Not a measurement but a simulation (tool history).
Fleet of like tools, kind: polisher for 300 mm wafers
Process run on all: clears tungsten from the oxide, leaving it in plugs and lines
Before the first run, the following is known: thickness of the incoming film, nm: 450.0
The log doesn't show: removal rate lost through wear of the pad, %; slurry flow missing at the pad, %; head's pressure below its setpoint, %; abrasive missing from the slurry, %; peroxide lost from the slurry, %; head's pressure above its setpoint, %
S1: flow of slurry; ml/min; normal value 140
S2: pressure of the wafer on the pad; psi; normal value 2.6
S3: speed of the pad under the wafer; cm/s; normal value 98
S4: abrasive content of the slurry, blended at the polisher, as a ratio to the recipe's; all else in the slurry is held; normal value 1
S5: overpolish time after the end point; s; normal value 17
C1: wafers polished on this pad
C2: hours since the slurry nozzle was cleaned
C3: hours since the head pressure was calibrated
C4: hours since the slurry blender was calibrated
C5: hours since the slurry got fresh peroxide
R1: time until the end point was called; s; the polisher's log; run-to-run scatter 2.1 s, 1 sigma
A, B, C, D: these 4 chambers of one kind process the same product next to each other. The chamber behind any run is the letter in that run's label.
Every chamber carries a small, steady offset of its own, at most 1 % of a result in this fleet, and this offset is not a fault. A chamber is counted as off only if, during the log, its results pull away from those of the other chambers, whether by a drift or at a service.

{"run": "1B", "day": 0.504, "S1": 140, "S2": 2.6, "S3": 98, "S4": 1, "S5": 17, "C1": 158, "C2": 394.6, "C3": 374.3, "C4": 95.8, "C5": 68.7, "R1": 156.84}
{"run": "2D", "day": 0.838, "S1": 140, "S2": 2.6, "S3": 98, "S4": 1, "S5": 17, "C1": 984, "C2": 119.6, "C3": 1222.4, "C4": 316, "C5": 40, "R1": 157.47}
{"day": 0.908, "done": "chamber C: slurry blender recalibrated"}
{"day": 1.033, "done": "chamber B: slurry blender recalibrated"}
{"day": 1.183, "done": "chamber A: slurry tank refilled with fresh slurry and peroxide"}
{"run": "3C", "day": 1.346, "S1": 140, "S2": 2.6, "S3": 98, "S4": 1, "S5": 17, "C1": 544, "C2": 340.8, "C3": 537.9, "C4": 10.5, "C5": 74, "R1": 158.51}
{"run": "4A", "day": 1.729, "S1": 140, "S2": 2.6, "S3": 98, "S4": 1, "S5": 17, "C1": 272, "C2": 472.4, "C3": 254.9, "C4": 59.4, "C5": 13.1, "R1": 157.6}
{"day": 1.746, "done": "chamber D: head pressure recalibrated"}
{"run": "5D", "day": 2.058, "S1": 140, "S2": 2.6, "S3": 98, "S4": 1, "S5": 17, "C1": 1127, "C2": 148.9, "C3": 7.6, "C4": 345.3, "C5": 69.3, "R1": 158.94}
{"day": 2.2, "done": "chamber D: slurry tank refilled with fresh slurry and peroxide"}
{"run": "6B", "day": 2.367, "S1": 140, "S2": 2.6, "S3": 98, "S4": 1, "S5": 17, "C1": 375, "C2": 439.3, "C3": 419, "C4": 32.1, "C5": 113.4, "R1": 159.2}
{"run": "7A", "day": 2.842, "S1": 140, "S2": 2.6, "S3": 98, "S4": 1, "S5": 17, "C1": 402, "C2": 499.1, "C3": 281.6, "C4": 86.1, "C5": 39.8, "R1": 159.18}
{"day": 3.146, "done": "chamber D: worn pad replaced by a new one"}
{"day": 3.158, "done": "chamber B: head pressure recalibrated"}
{"day": 3.242, "done": "chamber C: slurry nozzle cleaned"}
{"run": "8C", "day": 3.367, "S1": 140, "S2": 2.6, "S3": 98, "S4": 1, "S5": 17, "C1": 779, "C2": 3, "C3": 586.4, "C4": 59, "C5": 122.5, "R1": 155.83}
{"run": "9D", "day": 3.646, "S1": 95, "S2": 2.6, "S3": 98, "S4": 1, "S5": 17, "C1": 58, "C2": 187, "C3": 45.7, "C4": 383.4, "C5": 34.7, "R1": 170.35}
{"day": 3.729, "done": "chamber A: slurry tank refilled with fresh slurry and peroxide"}
{"day": 3.742, "done": "chamber B: slurry tank refilled with fresh slurry and peroxide"}
{"run": "10A", "day": 3.921, "S1": 95, "S2": 2.6, "S3": 98, "S4": 1, "S5": 17, "C1": 528, "C2": 525, "C3": 307.5, "C4": 112, "C5": 4.6, "R1": 177.09}
{"day": 4.083, "done": "chamber D: slurry blender recalibrated"}
{"run": "11C", "day": 4.258, "S1": 95, "S2": 2.6, "S3": 98, "S4": 1, "S5": 17, "C1": 883, "C2": 24.4, "C3": 607.8, "C4": 80.4, "C5": 143.9, "R1": 170.97}
{"day": 4.404, "done": "chamber B: slurry nozzle cleaned"}
{"run": "12B", "day": 4.721, "S1": 95, "S2": 2.6, "S3": 98, "S4": 1, "S5": 17, "C1": 649, "C2": 7.6, "C3": 37.5, "C4": 88.6, "C5": 23.6, "R1": 172.84}
{"run": "13A", "day": 5.117, "S1": 140, "S2": 2.6, "S3": 98, "S4": 1, "S5": 17, "C1": 667, "C2": 553.7, "C3": 336.2, "C4": 140.7, "C5": 33.3, "R1": 163.55}
{"day": 5.442, "done": "chamber B: slurry blender recalibrated"}
{"run": "14B", "day": 5.583, "S1": 140, "S2": 2.6, "S3": 98, "S4": 1, "S5": 17, "C1": 750, "C2": 28.3, "C3": 58.2, "C4": 3.4, "C5": 44.3, "R1": 156.51}
{"day": 5.888, "done": "chamber A: slurry tank refilled with fresh slurry and peroxide"}
{"run": "15D", "day": 5.967, "S1": 140, "S2": 2.6, "S3": 98, "S4": 1, "S5": 17, "C1": 329, "C2": 242.7, "C3": 101.4, "C4": 45.3, "C5": 90.4, "R1": 158.36}
{"day": 6.029, "done": "chamber D: slurry tank refilled with fresh slurry and peroxide"}
{"run": "16C", "day": 6.362, "S1": 100, "S2": 2.6, "S3": 98, "S4": 1, "S5": 17, "C1": 1129, "C2": 74.9, "C3": 658.3, "C4": 130.9, "C5": 194.4, "R1": 169.91}
{"day": 6.625, "done": "chamber C: slurry blender recalibrated"}
{"run": "17C", "day": 6.667, "S1": 100, "S2": 2.6, "S3": 98, "S4": 1, "S5": 17, "C1": 1164, "C2": 82.2, "C3": 665.6, "C4": 1, "C5": 201.7, "R1": 169.01}
{"day": 7.0, "done": "chamber C: worn pad replaced by a new one"}
{"run": "18D", "day": 7.004, "S1": 100, "S2": 2.6, "S3": 98, "S4": 1, "S5": 17, "C1": 450, "C2": 267.6, "C3": 126.3, "C4": 70.2, "C5": 23.4, "R1": 168.11}
{"day": 7.162, "done": "chamber C: slurry tank refilled with fresh slurry and peroxide"}
{"run": "19A", "day": 7.396, "S1": 100, "S2": 2.6, "S3": 98, "S4": 1, "S5": 17, "C1": 933, "C2": 608.4, "C3": 390.9, "C4": 195.4, "C5": 36.2, "R1": 183.77}
{"run": "20B", "day": 7.671, "S1": 140, "S2": 2.6, "S3": 98, "S4": 1, "S5": 17, "C1": 993, "C2": 78.4, "C3": 108.3, "C4": 53.5, "C5": 94.4, "R1": 161.61}
{"day": 8.029, "done": "chamber A: slurry blender recalibrated"}
{"run": "21B", "day": 8.112, "S1": 140, "S2": 2.6, "S3": 98, "S4": 1, "S5": 17, "C1": 1045, "C2": 89, "C3": 118.9, "C4": 64.1, "C5": 105, "R1": 161.05}
{"day": 8.425, "done": "chamber A: worn pad replaced by a new one"}
{"day": 8.479, "done": "chamber A: slurry tank refilled with fresh slurry and peroxide"}
{"run": "22C", "day": 8.608, "S1": 140, "S2": 2.6, "S3": 98, "S4": 1, "S5": 17, "C1": 187, "C2": 128.8, "C3": 712.2, "C4": 47.6, "C5": 34.8, "R1": 155.65}
{"run": "23A", "day": 9.071, "S1": 140, "S2": 2.6, "S3": 98, "S4": 1, "S5": 17, "C1": 75, "C2": 648.6, "C3": 431.1, "C4": 25.1, "C5": 14.2, "R1": 168.91}
{"day": 9.308, "done": "chamber A: slurry nozzle cleaned"}
{"run": "24D", "day": 9.504, "S1": 140, "S2": 2.6, "S3": 98, "S4": 1, "S5": 17, "C1": 741, "C2": 327.6, "C3": 186.3, "C4": 130.2, "C5": 83.4, "R1": 162.01}
{"day": 9.671, "done": "chamber B: slurry tank refilled with fresh slurry and peroxide"}
{"day": 9.692, "done": "chamber D: slurry tank refilled with fresh slurry and peroxide"}
{"run": "25B", "day": 9.85, "S1": 140, "S2": 2, "S3": 116, "S4": 1, "S5": 17, "C1": 1247, "C2": 130.7, "C3": 160.6, "C4": 105.8, "C5": 4.3, "R1": 172.07}
{"run": "26D", "day": 10.367, "S1": 140, "S2": 2, "S3": 116, "S4": 1, "S5": 17, "C1": 842, "C2": 348.3, "C3": 207, "C4": 150.9, "C5": 16.2, "R1": 176.42}
{"day": 10.625, "done": "chamber B: slurry blender recalibrated"}
{"run": "27A", "day": 10.629, "S1": 140, "S2": 2, "S3": 116, "S4": 1, "S5": 17, "C1": 257, "C2": 31.8, "C3": 468.5, "C4": 62.5, "C5": 51.6, "R1": 192.05}
{"day": 10.967, "done": "chamber B: worn pad replaced by a new one"}
{"run": "28C", "day": 11.058, "S1": 140, "S2": 2, "S3": 116, "S4": 1, "S5": 17, "C1": 473, "C2": 187.6, "C3": 771, "C4": 106.4, "C5": 93.6, "R1": 172.11}
{"day": 11.188, "done": "chamber A: slurry tank refilled with fresh slurry and peroxide"}
{"day": 11.462, "done": "chamber C: slurry blender recalibrated"}
{"run": "29C", "day": 11.55, "S1": 140, "S2": 2.6, "S3": 98, "S4": 1, "S5": 17, "C1": 530, "C2": 199.4, "C3": 782.8, "C4": 2.1, "C5": 105.4, "R1": 160.39}
{"run": "30A", "day": 11.954, "S1": 140, "S2": 2.6, "S3": 98, "S4": 1, "S5": 17, "C1": 411, "C2": 63.6, "C3": 500.3, "C4": 94.3, "C5": 18.5, "R1": 177.25}
{"run": "31B", "day": 12.479, "S1": 140, "S2": 2.3, "S3": 98, "S4": 1, "S5": 17, "C1": 176, "C2": 193.8, "C3": 223.7, "C4": 44.6, "C5": 67.4, "R1": 183.37}

All chambers now run identical settings, listed one chamber a line with results as question marks. What results will each chamber show?
{"run": "32A", "day": 12.862, "S1": 140, "S2": 2.6, "S3": 72, "S4": 1, "S5": 17, "R1": "?"}
{"run": "32B", "day": 12.862, "S1": 140, "S2": 2.6, "S3": 72, "S4": 1, "S5": 17, "R1": "?"}
{"run": "32C", "day": 12.862, "S1": 140, "S2": 2.6, "S3": 72, "S4": 1, "S5": 17, "R1": "?"}
{"run": "32D", "day": 12.862, "S1": 140, "S2": 2.6, "S3": 72, "S4": 1, "S5": 17, "R1": "?"}

run=32A R1=239.24
run=32B R1=216.51
run=32C R1=217.88
run=32D R1=219.09

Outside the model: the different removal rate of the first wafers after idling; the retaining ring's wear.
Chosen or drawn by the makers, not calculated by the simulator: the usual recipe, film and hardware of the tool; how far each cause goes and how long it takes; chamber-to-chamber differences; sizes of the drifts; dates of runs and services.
